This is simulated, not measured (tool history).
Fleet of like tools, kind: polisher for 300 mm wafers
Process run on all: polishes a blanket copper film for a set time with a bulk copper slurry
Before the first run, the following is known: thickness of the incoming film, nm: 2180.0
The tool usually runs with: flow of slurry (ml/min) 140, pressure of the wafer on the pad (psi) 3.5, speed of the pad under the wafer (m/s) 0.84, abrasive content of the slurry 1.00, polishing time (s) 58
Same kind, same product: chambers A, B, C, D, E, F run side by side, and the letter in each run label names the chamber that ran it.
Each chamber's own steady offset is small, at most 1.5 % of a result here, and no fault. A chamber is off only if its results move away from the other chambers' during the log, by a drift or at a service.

run,hour,flow of slurry (ml/min),pressure of the wafer on the pad (psi),speed of the pad under the wafer (m/s),abrasive content of the slurry,polishing time (s),film removed (angstrom)
# hour 0.3: chamber E: slurry nozzle cleaned
# hour 5.7: chamber F: slurry blender recalibrated
1C,6.2,140,3.5,0.84,1.00,58,4485.2
# hour 13.1: chamber F: head pressure recalibrated
# hour 16.0: chamber C: worn pad replaced by a new one
2A,16.3,140,3.5,0.84,1.00,58,4536.6
# hour 18.2: chamber D: slurry blender recalibrated
3D,21.0,140,3.5,0.84,1.00,58,4438.6
4F,27.6,140,3.5,0.84,1.00,58,4582.4
5E,36.1,140,3.5,0.84,1.00,58,4531.5
# hour 44.1: chamber B: slurry blender recalibrated
6B,46.3,140,3.5,0.84,1.00,58,4572.4
# hour 49.9: chamber D: slurry nozzle cleaned
7E,52.4,140,3.5,0.84,1.00,42,3284.7
# hour 52.8: chamber B: worn pad replaced by a new one
# hour 54.2: chamber A: worn pad replaced by a new one
# hour 60.0: chamber B: head pressure recalibrated
8F,60.5,140,3.5,0.84,1.00,42,3283.4
# hour 62.4: chamber F: worn pad replaced by a new one
9A,69.9,140,3.5,0.84,1.00,42,3225.3
10B,80.5,140,3.5,0.84,1.00,42,3209.8
11C,89.1,140,3.5,0.84,1.00,42,3263.8
# hour 89.7: chamber C: worn pad replaced by a new one
12D,95.4,140,3.5,0.84,1.00,42,3272.1
# hour 101.0: chamber A: slurry blender recalibrated
13D,106.1,140,3.5,0.84,1.00,58,4576.3
# hour 109.5: chamber E: worn pad replaced by a new one
# hour 110.5: chamber C: slurry blender recalibrated
14F,112.3,140,3.5,0.84,1.00,58,4494.0
# hour 115.6: chamber B: worn pad replaced by a new one
15C,117.3,140,3.5,0.70,1.10,58,3798.1
# hour 122.8: chamber E: head pressure recalibrated
# hour 123.2: chamber A: head pressure recalibrated
16B,124.0,140,3.5,0.70,1.10,58,3853.0
17A,133.3,140,3.5,0.70,1.10,58,3914.5
18E,139.1,140,3.5,0.70,1.10,58,3596.9
# hour 142.3: chamber B: slurry blender recalibrated
# hour 145.5: chamber F: slurry blender recalibrated
19F,147.1,140,3.5,0.70,1.10,58,3828.9
# hour 147.9: chamber D: worn pad replaced by a new one
20A,155.5,140,3.5,0.70,1.10,58,3808.6
# hour 160.9: chamber F: worn pad replaced by a new one
21C,164.3,140,3.5,0.84,1.00,58,4485.9
# hour 167.1: chamber F: slurry nozzle cleaned
22D,169.5,140,3.5,0.84,1.00,58,4500.0
23E,174.7,140,3.5,0.84,1.00,58,4157.7
# hour 177.4: chamber A: worn pad replaced by a new one
# hour 181.7: chamber C: worn pad replaced by a new one
24B,182.8,140,3.5,0.84,1.00,58,4474.5
# hour 188.0: chamber B: worn pad replaced by a new one
25A,188.4,140,3.5,0.84,1.00,58,4538.0
# hour 193.4: chamber E: slurry blender recalibrated
26C,198.7,140,2.5,0.84,0.85,58,3137.1
# hour 205.3: chamber D: slurry blender recalibrated
27F,206.8,140,2.5,0.84,0.85,58,3158.6
28E,212.8,140,2.5,0.84,0.85,58,2884.8
29B,219.6,140,2.5,0.84,0.85,58,3140.2
# hour 221.1: chamber D: head pressure recalibrated
30D,229.1,140,2.5,0.84,0.85,58,3074.7
31B,235.3,140,2.5,0.84,0.85,58,3094.7
# hour 244.2: chamber F: worn pad replaced by a new one
32A,244.5,140,3.5,0.84,1.00,58,4445.0
# hour 253.3: chamber B: slurry blender recalibrated
33D,255.1,140,3.5,0.84,1.00,58,4502.4
# hour 258.2: chamber E: worn pad replaced by a new one
# hour 262.5: chamber B: worn pad replaced by a new one
34E,264.1,140,3.5,0.84,1.00,58,4210.7
# hour 265.3: chamber C: worn pad replaced by a new one
35F,270.3,140,3.0,1.14,1.00,58,5285.6
36C,279.8,140,3.0,1.14,1.00,58,5305.4
# hour 288.8: chamber F: slurry blender recalibrated
37A,289.8,140,3.0,1.14,1.00,58,5147.9
38B,298.4,140,3.0,1.14,1.00,58,5420.6
39F,306.1,140,3.0,1.14,1.00,58,5190.2
# hour 312.3: chamber D: worn pad replaced by a new one
40E,315.0,140,3.0,1.14,1.00,58,4840.1
# hour 318.7: chamber C: slurry nozzle cleaned
41D,320.1,140,3.5,0.84,1.00,58,4438.8
42C,328.0,140,3.5,0.84,1.00,58,4527.5
43D,333.3,140,3.5,0.84,1.00,58,4422.2

Decide between three cases: one chamber stands off from its peers, the gauge reading all wafers drifts, or nothing is wrong past each chamber's small offset. Where a chamber is off, say which and what most likely put it there.

The work done on chamber E during a service left it standing apart from the others.
Cause: head's pressure below its setpoint, % = 7.03.

Here are 4 candidates for chamber E's next run, each the usual settings with a change, their results left as question marks. Which one brings its results back in line with what the others give on the usual settings?
Maximum distance from the other chambers' mean on the usual settings for a result to count as in line: film removed (angstrom) 170.0
44E-1,341.0,140,3.5,0.90,1.00,62,?
44E-2,341.0,140,3.4,0.82,1.00,57,?
44E-3,341.0,140,3.5,0.84,1.00,50,?
44E-4,341.0,140,3.8,0.84,1.00,58,?

The mean the other chambers reach with the usual settings: film removed (angstrom) 4513.5
run,film removed (angstrom)
44E-1,4804.7
44E-2,3915.3
44E-3,3620.0
44E-4,4558.0
44E-4 puts the chamber back in line with the other chambers.
